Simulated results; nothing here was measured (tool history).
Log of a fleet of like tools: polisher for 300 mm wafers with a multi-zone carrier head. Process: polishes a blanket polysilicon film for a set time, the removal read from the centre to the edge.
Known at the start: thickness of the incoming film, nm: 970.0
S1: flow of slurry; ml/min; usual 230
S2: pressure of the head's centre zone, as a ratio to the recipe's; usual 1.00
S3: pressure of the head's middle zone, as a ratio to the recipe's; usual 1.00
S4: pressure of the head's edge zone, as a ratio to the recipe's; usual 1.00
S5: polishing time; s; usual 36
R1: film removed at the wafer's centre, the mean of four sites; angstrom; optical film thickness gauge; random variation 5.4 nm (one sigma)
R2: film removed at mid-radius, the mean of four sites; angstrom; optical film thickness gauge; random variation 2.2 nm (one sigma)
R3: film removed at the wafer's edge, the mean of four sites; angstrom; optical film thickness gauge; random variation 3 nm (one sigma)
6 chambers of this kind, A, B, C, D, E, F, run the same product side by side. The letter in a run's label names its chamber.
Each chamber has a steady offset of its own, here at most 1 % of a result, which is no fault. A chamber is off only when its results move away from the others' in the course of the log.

run   hour   S1    S2    S3    S4  S5      R1      R2      R3
       3.5  -- chamber A: worn pad replaced by a new one
       4.1  -- chamber B: worn pad replaced by a new one
 1A    4.2  230  1.00  1.00  1.00  36  3722.5  3635.6  3704.8
 2D    7.2  230  1.00  1.00  1.00  36  3620.1  3680.9  3697.5
 3B   12.4  230  1.00  1.00  1.00  36  3561.6  3643.3  3667.8
 4F   15.5  230  1.00  1.00  1.00  36  3614.3  3607.0  3629.2
      18.7  -- chamber F: worn pad replaced by a new one
 5C   19.8  230  1.00  1.00  1.00  36  3661.8  3654.1  3679.4
 6E   23.2  230  1.00  1.00  1.00  36  3666.9  3596.3  3689.7
 7C   27.3  230  1.00  1.00  1.00  36  3598.9  3680.2  3689.2
 8E   32.3  230  1.00  1.00  1.00  36  3621.9  3663.8  3691.8
 9F   37.0  230  1.00  1.00  1.00  36  3653.4  3637.6  3650.7
      38.2  -- chamber E: worn pad replaced by a new one
10A   42.2  290  1.00  1.00  1.00  36  3806.1  3755.0  3750.8
11D   47.6  290  1.00  1.00  1.00  36  3773.3  3716.7  3784.7
      50.1  -- chamber B: edge zone pressure recalibrated
12B   51.1  290  1.00  1.00  1.00  36  3757.0  3712.4  3745.8
      51.9  -- chamber D: worn pad replaced by a new one
13D   56.2  290  1.00  1.00  1.00  36  3863.6  3779.0  3717.8
14B   59.7  290  1.00  1.00  1.00  36  3808.2  3783.0  3750.6
15A   62.3  290  1.00  1.00  1.00  36  3729.2  3722.8  3789.3
16F   67.1  230  1.00  1.00  1.00  36  3695.9  3605.6  3633.9
      67.8  -- chamber F: slurry nozzle cleaned
17E   71.0  175  1.00  1.00  0.92  36  3468.7  3478.9  3434.6
18C   73.9  175  1.00  1.00  0.92  36  3502.8  3537.3  3402.6
19C   76.9  175  1.00  1.00  0.92  36  3464.5  3545.4  3368.7
20E   80.7  175  1.00  1.00  0.92  36  3482.6  3485.0  3397.2
21A   84.5  175  1.00  1.00  0.92  36  3507.8  3494.3  3359.7
      86.1  -- chamber C: slurry nozzle cleaned
22F   88.4  175  1.00  1.00  0.92  36  3530.5  3497.7  3459.0
      88.7  -- chamber F: worn pad replaced by a new one
23B   91.1  230  1.00  1.00  1.00  36  3619.0  3653.6  3667.5
      95.3  -- chamber C: worn pad replaced by a new one
24D   96.5  230  1.00  1.00  1.00  36  3657.3  3637.9  3633.1
25E   99.6  230  1.00  1.00  1.00  36  3605.1  3673.2  3733.7
26D  104.7  230  1.00  1.00  1.00  36  3668.5  3635.2  3659.4
27F  108.4  300  1.00  1.00  1.00  46  4794.1  4775.6  4782.8
     108.9  -- chamber B: worn pad replaced by a new one
28B  113.1  300  1.00  1.00  1.00  46  4844.1  4829.7  4798.0
29A  118.5  300  1.00  1.00  1.00  46  4717.3  4852.6  4796.8
30C  122.4  300  1.00  1.00  1.00  46  4875.5  4881.7  4750.1
31C  126.5  300  1.00  1.00  1.00  46  4813.2  4905.2  4793.6
32E  132.0  300  1.00  1.00  1.00  46  4810.9  4817.8  4798.9
33B  136.4  230  1.00  1.00  1.00  36  3665.9  3668.1  3665.4
34F  141.6  230  1.09  1.11  1.00  36  3977.9  4014.8  3625.1
35D  146.7  230  1.09  1.11  1.00  36  4075.6  4035.2  3702.5
36A  149.4  230  1.09  1.11  1.00  36  3968.3  4001.3  3675.1
37D  152.3  230  1.09  1.11  1.00  36  4122.8  4046.6  3705.7
38E  154.7  230  1.09  1.11  1.00  36  3993.7  4022.3  3658.9
39A  158.2  230  1.09  1.11  1.00  36  3994.5  4036.6  3657.2
40B  160.9  230  1.00  1.00  1.00  36  3678.7  3636.7  3630.3
41C  166.3  230  1.00  1.00  1.00  36  3701.4  3681.6  3654.5

All 6 chambers run these settings next. Forecast each chamber's results:
42A  170.2  265  1.00  1.00  1.00  36   ?   ?   ?
42B  170.2  265  1.00  1.00  1.00  36   ?   ?   ?
42C  170.2  265  1.00  1.00  1.00  36   ?   ?   ?
42D  170.2  265  1.00  1.00  1.00  36   ?   ?   ?
42E  170.2  265  1.00  1.00  1.00  36   ?   ?   ?
42F  170.2  265  1.00  1.00  1.00  36   ?   ?   ?

run      R1      R2      R3
42A  3655.3  3750.9  3757.8
42B  3661.0  3728.8  3658.0
42C  3685.5  3731.7  3740.8
42D  3739.9  3700.0  3729.8
42E  3731.0  3716.2  3708.6
42F  3760.3  3696.6  3745.9
